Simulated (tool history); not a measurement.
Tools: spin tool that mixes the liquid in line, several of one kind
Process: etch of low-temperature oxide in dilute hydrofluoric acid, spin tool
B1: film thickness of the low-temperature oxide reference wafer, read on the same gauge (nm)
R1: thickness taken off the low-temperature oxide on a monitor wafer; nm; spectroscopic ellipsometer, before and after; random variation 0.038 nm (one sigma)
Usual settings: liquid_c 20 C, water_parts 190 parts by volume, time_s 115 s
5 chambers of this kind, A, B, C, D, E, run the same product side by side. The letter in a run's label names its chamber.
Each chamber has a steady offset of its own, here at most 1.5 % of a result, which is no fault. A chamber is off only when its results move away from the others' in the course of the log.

{"run": "1A", "hour": 11.0, "liquid_c": 20, "water_parts": 190, "time_s": 115, "B1": 59.984, "R1": 6.5439}
{"run": "2E", "hour": 17.5, "liquid_c": 20, "water_parts": 190, "time_s": 115, "B1": 60.005, "R1": 6.5382}
{"run": "3C", "hour": 22.9, "liquid_c": 20, "water_parts": 190, "time_s": 115, "B1": 59.972, "R1": 6.5577}
{"run": "4B", "hour": 28.5, "liquid_c": 20, "water_parts": 190, "time_s": 115, "B1": 60.025, "R1": 6.5144}
{"run": "5D", "hour": 40.0, "liquid_c": 20, "water_parts": 190, "time_s": 115, "B1": 60.02, "R1": 6.4608}
{"run": "6E", "hour": 48.7, "liquid_c": 20, "water_parts": 190, "time_s": 115, "B1": 59.984, "R1": 6.4813}
{"run": "7C", "hour": 55.9, "liquid_c": 20, "water_parts": 190, "time_s": 115, "B1": 59.99, "R1": 6.4786}
{"run": "8B", "hour": 62.8, "liquid_c": 20, "water_parts": 190, "time_s": 115, "B1": 60.005, "R1": 6.3908}
{"run": "9A", "hour": 69.5, "liquid_c": 20, "water_parts": 190, "time_s": 115, "B1": 59.974, "R1": 6.5878}
{"run": "10D", "hour": 75.7, "liquid_c": 20, "water_parts": 190, "time_s": 115, "B1": 59.985, "R1": 6.51}
{"run": "11C", "hour": 87.1, "liquid_c": 20, "water_parts": 190, "time_s": 115, "B1": 59.996, "R1": 6.4586}
{"run": "12E", "hour": 96.2, "liquid_c": 20, "water_parts": 190, "time_s": 115, "B1": 59.987, "R1": 6.4713}
{"run": "13A", "hour": 107.6, "liquid_c": 20, "water_parts": 190, "time_s": 115, "B1": 59.998, "R1": 6.5735}
{"run": "14D", "hour": 113.6, "liquid_c": 20, "water_parts": 255, "time_s": 145, "B1": 59.999, "R1": 5.7639}
{"run": "15B", "hour": 119.6, "liquid_c": 20, "water_parts": 255, "time_s": 145, "B1": 60.042, "R1": 5.7303}
{"run": "16A", "hour": 127.2, "liquid_c": 20, "water_parts": 255, "time_s": 145, "B1": 59.958, "R1": 5.8075}
{"run": "17D", "hour": 136.8, "liquid_c": 20, "water_parts": 255, "time_s": 145, "B1": 59.981, "R1": 5.803}
{"run": "18E", "hour": 148.3, "liquid_c": 20, "water_parts": 255, "time_s": 145, "B1": 60.018, "R1": 5.7517}
{"run": "19B", "hour": 156.3, "liquid_c": 20, "water_parts": 190, "time_s": 115, "B1": 60.028, "R1": 6.4368}
{"run": "20C", "hour": 162.5, "liquid_c": 20, "water_parts": 190, "time_s": 115, "B1": 60.01, "R1": 6.5162}
{"run": "21B", "hour": 173.9, "liquid_c": 20, "water_parts": 190, "time_s": 115, "B1": 59.997, "R1": 6.4598}
{"run": "22A", "hour": 185.0, "liquid_c": 20, "water_parts": 190, "time_s": 115, "B1": 60.028, "R1": 6.5174}
{"run": "23C", "hour": 192.1, "liquid_c": 20, "water_parts": 190, "time_s": 115, "B1": 59.97, "R1": 6.484}
{"run": "24D", "hour": 202.2, "liquid_c": 20, "water_parts": 190, "time_s": 115, "B1": 60.013, "R1": 6.7736}
{"run": "25E", "hour": 212.4, "liquid_c": 24, "water_parts": 190, "time_s": 165, "B1": 60.006, "R1": 10.977}
{"run": "26E", "hour": 220.9, "liquid_c": 24, "water_parts": 190, "time_s": 165, "B1": 59.978, "R1": 10.865}
{"run": "27B", "hour": 232.1, "liquid_c": 24, "water_parts": 190, "time_s": 165, "B1": 60.008, "R1": 10.726}
{"run": "28C", "hour": 238.2, "liquid_c": 24, "water_parts": 190, "time_s": 165, "B1": 59.976, "R1": 10.99}
{"run": "29A", "hour": 246.1, "liquid_c": 24, "water_parts": 190, "time_s": 165, "B1": 60.005, "R1": 10.93}
{"run": "30D", "hour": 251.4, "liquid_c": 20, "water_parts": 190, "time_s": 115, "B1": 59.988, "R1": 6.9338}
{"run": "31C", "hour": 257.5, "liquid_c": 20, "water_parts": 190, "time_s": 115, "B1": 60.037, "R1": 6.5637}
{"run": "32D", "hour": 268.9, "liquid_c": 20, "water_parts": 190, "time_s": 115, "B1": 60.011, "R1": 7.0294}

All 5 chambers run these settings next. Forecast each chamber's results:
{"run": "33A", "hour": 277.3, "liquid_c": 23.5, "water_parts": 190, "time_s": 115, "R1": "?"}
{"run": "33B", "hour": 277.3, "liquid_c": 23.5, "water_parts": 190, "time_s": 115, "R1": "?"}
{"run": "33C", "hour": 277.3, "liquid_c": 23.5, "water_parts": 190, "time_s": 115, "R1": "?"}
{"run": "33D", "hour": 277.3, "liquid_c": 23.5, "water_parts": 190, "time_s": 115, "R1": "?"}
{"run": "33E", "hour": 277.3, "liquid_c": 23.5, "water_parts": 190, "time_s": 115, "R1": "?"}

run=33A R1=7.4007
run=33B R1=7.3998
run=33C R1=7.4624
run=33D R1=8.0845
run=33E R1=7.4031

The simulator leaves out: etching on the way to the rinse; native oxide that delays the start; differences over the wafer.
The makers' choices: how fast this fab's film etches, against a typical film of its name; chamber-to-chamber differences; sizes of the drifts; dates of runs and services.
